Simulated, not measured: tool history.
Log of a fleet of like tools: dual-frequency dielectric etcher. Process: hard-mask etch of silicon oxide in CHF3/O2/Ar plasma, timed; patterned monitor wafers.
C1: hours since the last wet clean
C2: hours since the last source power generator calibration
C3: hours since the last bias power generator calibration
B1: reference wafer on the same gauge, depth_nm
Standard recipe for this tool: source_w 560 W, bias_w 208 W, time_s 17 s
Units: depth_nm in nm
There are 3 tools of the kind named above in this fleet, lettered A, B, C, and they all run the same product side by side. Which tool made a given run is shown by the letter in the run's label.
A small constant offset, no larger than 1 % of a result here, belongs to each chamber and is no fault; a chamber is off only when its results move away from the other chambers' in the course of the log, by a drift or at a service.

{"run": "1C", "day": 0.35, "source_w": 560, "bias_w": 208, "time_s": 17, "C1": 117.8, "C2": 1900.9, "C3": 2149.2, "B1": 33.604, "depth_nm": 34.309}
{"run": "2A", "day": 0.75, "source_w": 560, "bias_w": 208, "time_s": 17, "C1": 435.4, "C2": 2648.5, "C3": 2420.2, "B1": 33.622, "depth_nm": 34.088}
{"run": "3B", "day": 1.342, "source_w": 560, "bias_w": 208, "time_s": 17, "C1": 239.3, "C2": 1956.6, "C3": 2933.8, "B1": 33.61, "depth_nm": 33.992}
{"run": "4B", "day": 1.867, "source_w": 560, "bias_w": 208, "time_s": 17, "C1": 251.9, "C2": 1969.2, "C3": 2946.4, "B1": 33.607, "depth_nm": 34.129}
{"run": "5C", "day": 2.496, "source_w": 560, "bias_w": 208, "time_s": 17, "C1": 169.3, "C2": 1952.4, "C3": 2200.7, "B1": 33.612, "depth_nm": 34.301}
{"run": "6A", "day": 3.004, "source_w": 680, "bias_w": 208, "time_s": 17, "C1": 489.5, "C2": 2702.6, "C3": 2474.3, "B1": 33.586, "depth_nm": 36.757}
{"run": "7C", "day": 3.421, "source_w": 680, "bias_w": 208, "time_s": 17, "C1": 191.5, "C2": 1974.6, "C3": 2222.9, "B1": 33.591, "depth_nm": 36.907}
{"run": "8A", "day": 3.846, "source_w": 680, "bias_w": 208, "time_s": 17, "C1": 509.7, "C2": 2722.8, "C3": 2494.5, "B1": 33.596, "depth_nm": 36.753}
{"run": "9B", "day": 4.221, "source_w": 560, "bias_w": 208, "time_s": 17, "C1": 308.4, "C2": 2025.7, "C3": 3002.9, "B1": 33.607, "depth_nm": 34.059}
{"day": 4.504, "done": "chamber A: wet clean of the chamber"}
{"run": "10A", "day": 4.579, "source_w": 560, "bias_w": 208, "time_s": 17, "C1": 1.9, "C2": 2740.4, "C3": 2512.1, "B1": 33.588, "depth_nm": 34.169}
{"run": "11B", "day": 5.1, "source_w": 560, "bias_w": 208, "time_s": 17, "C1": 329.5, "C2": 2046.8, "C3": 3024, "B1": 33.588, "depth_nm": 34.082}
{"run": "12C", "day": 5.554, "source_w": 560, "bias_w": 208, "time_s": 17, "C1": 242.7, "C2": 2025.8, "C3": 2274.1, "B1": 33.608, "depth_nm": 34.227}
{"run": "13C", "day": 6.088, "source_w": 560, "bias_w": 208, "time_s": 17, "C1": 255.5, "C2": 2038.6, "C3": 2286.9, "B1": 33.604, "depth_nm": 34.268}
{"run": "14B", "day": 6.642, "source_w": 560, "bias_w": 208, "time_s": 17, "C1": 366.5, "C2": 2083.8, "C3": 3061, "B1": 33.59, "depth_nm": 34.099}
{"run": "15A", "day": 7.104, "source_w": 560, "bias_w": 208, "time_s": 17, "C1": 62.5, "C2": 2801, "C3": 2572.7, "B1": 33.605, "depth_nm": 34.115}
{"run": "16C", "day": 7.596, "source_w": 560, "bias_w": 208, "time_s": 17, "C1": 291.7, "C2": 2074.8, "C3": 2323.1, "B1": 33.605, "depth_nm": 34.344}
{"run": "17A", "day": 7.942, "source_w": 560, "bias_w": 208, "time_s": 17, "C1": 82.6, "C2": 2821.1, "C3": 2592.8, "B1": 33.606, "depth_nm": 34.237}
{"run": "18B", "day": 8.35, "source_w": 560, "bias_w": 208, "time_s": 17, "C1": 407.5, "C2": 2124.8, "C3": 3102, "B1": 33.601, "depth_nm": 34.099}
{"run": "19B", "day": 8.829, "source_w": 560, "bias_w": 208, "time_s": 17, "C1": 419, "C2": 2136.3, "C3": 3113.5, "B1": 33.599, "depth_nm": 34.143}
{"run": "20C", "day": 9.117, "source_w": 560, "bias_w": 208, "time_s": 17, "C1": 328.2, "C2": 2111.3, "C3": 2359.6, "B1": 33.579, "depth_nm": 34.248}
{"run": "21A", "day": 9.746, "source_w": 560, "bias_w": 208, "time_s": 17, "C1": 125.9, "C2": 2864.4, "C3": 2636.1, "B1": 33.587, "depth_nm": 34.223}
{"run": "22C", "day": 10.162, "source_w": 560, "bias_w": 208, "time_s": 17, "C1": 353.3, "C2": 2136.4, "C3": 2384.7, "B1": 33.587, "depth_nm": 34.267}
{"run": "23B", "day": 10.633, "source_w": 560, "bias_w": 208, "time_s": 17, "C1": 462.3, "C2": 2179.6, "C3": 3156.8, "B1": 33.594, "depth_nm": 34.181}
{"run": "24A", "day": 11.088, "source_w": 560, "bias_w": 208, "time_s": 17, "C1": 158.1, "C2": 2896.6, "C3": 2668.3, "B1": 33.603, "depth_nm": 34.062}
{"run": "25B", "day": 11.667, "source_w": 560, "bias_w": 208, "time_s": 17, "C1": 487.1, "C2": 2204.4, "C3": 3181.6, "B1": 33.602, "depth_nm": 33.899}
{"run": "26C", "day": 12.004, "source_w": 560, "bias_w": 208, "time_s": 17, "C1": 397.5, "C2": 2180.6, "C3": 2428.9, "B1": 33.594, "depth_nm": 34.238}
{"day": 12.167, "done": "chamber B: source power generator calibrated"}
{"run": "27A", "day": 12.562, "source_w": 560, "bias_w": 208, "time_s": 17, "C1": 193.5, "C2": 2932, "C3": 2703.7, "B1": 33.584, "depth_nm": 34.14}
{"run": "28A", "day": 13.121, "source_w": 560, "bias_w": 208, "time_s": 17, "C1": 206.9, "C2": 2945.4, "C3": 2717.1, "B1": 33.611, "depth_nm": 34.088}
{"day": 13.642, "done": "chamber B: wet clean of the chamber"}
{"run": "29B", "day": 13.696, "source_w": 560, "bias_w": 208, "time_s": 17, "C1": 1.4, "C2": 36.7, "C3": 3230.3, "B1": 33.592, "depth_nm": 34.115}
{"run": "30C", "day": 14.0, "source_w": 610, "bias_w": 208, "time_s": 19.5, "C1": 445.4, "C2": 2228.5, "C3": 2476.8, "B1": 33.601, "depth_nm": 40.474}
{"run": "31B", "day": 14.408, "source_w": 610, "bias_w": 208, "time_s": 19.5, "C1": 18.5, "C2": 53.8, "C3": 3247.4, "B1": 33.597, "depth_nm": 40.32}
{"run": "32A", "day": 14.771, "source_w": 610, "bias_w": 208, "time_s": 19.5, "C1": 246.5, "C2": 2985, "C3": 2756.7, "B1": 33.6, "depth_nm": 40.619}
{"run": "33C", "day": 15.35, "source_w": 560, "bias_w": 208, "time_s": 17, "C1": 477.8, "C2": 2260.9, "C3": 2509.2, "B1": 33.607, "depth_nm": 34.212}
{"run": "34B", "day": 15.879, "source_w": 560, "bias_w": 208, "time_s": 17, "C1": 53.8, "C2": 89.1, "C3": 3282.7, "B1": 33.623, "depth_nm": 34.014}

For the next run the whole fleet of 3 chambers uses the same settings. Give each chamber's results:
{"run": "35A", "day": 16.329, "source_w": 560, "bias_w": 208, "time_s": 17, "depth_nm": "?"}
{"run": "35B", "day": 16.329, "source_w": 560, "bias_w": 208, "time_s": 17, "depth_nm": "?"}
{"run": "35C", "day": 16.329, "source_w": 560, "bias_w": 208, "time_s": 17, "depth_nm": "?"}

run=35A depth_nm=34.234
run=35B depth_nm=34.13
run=35C depth_nm=34.29

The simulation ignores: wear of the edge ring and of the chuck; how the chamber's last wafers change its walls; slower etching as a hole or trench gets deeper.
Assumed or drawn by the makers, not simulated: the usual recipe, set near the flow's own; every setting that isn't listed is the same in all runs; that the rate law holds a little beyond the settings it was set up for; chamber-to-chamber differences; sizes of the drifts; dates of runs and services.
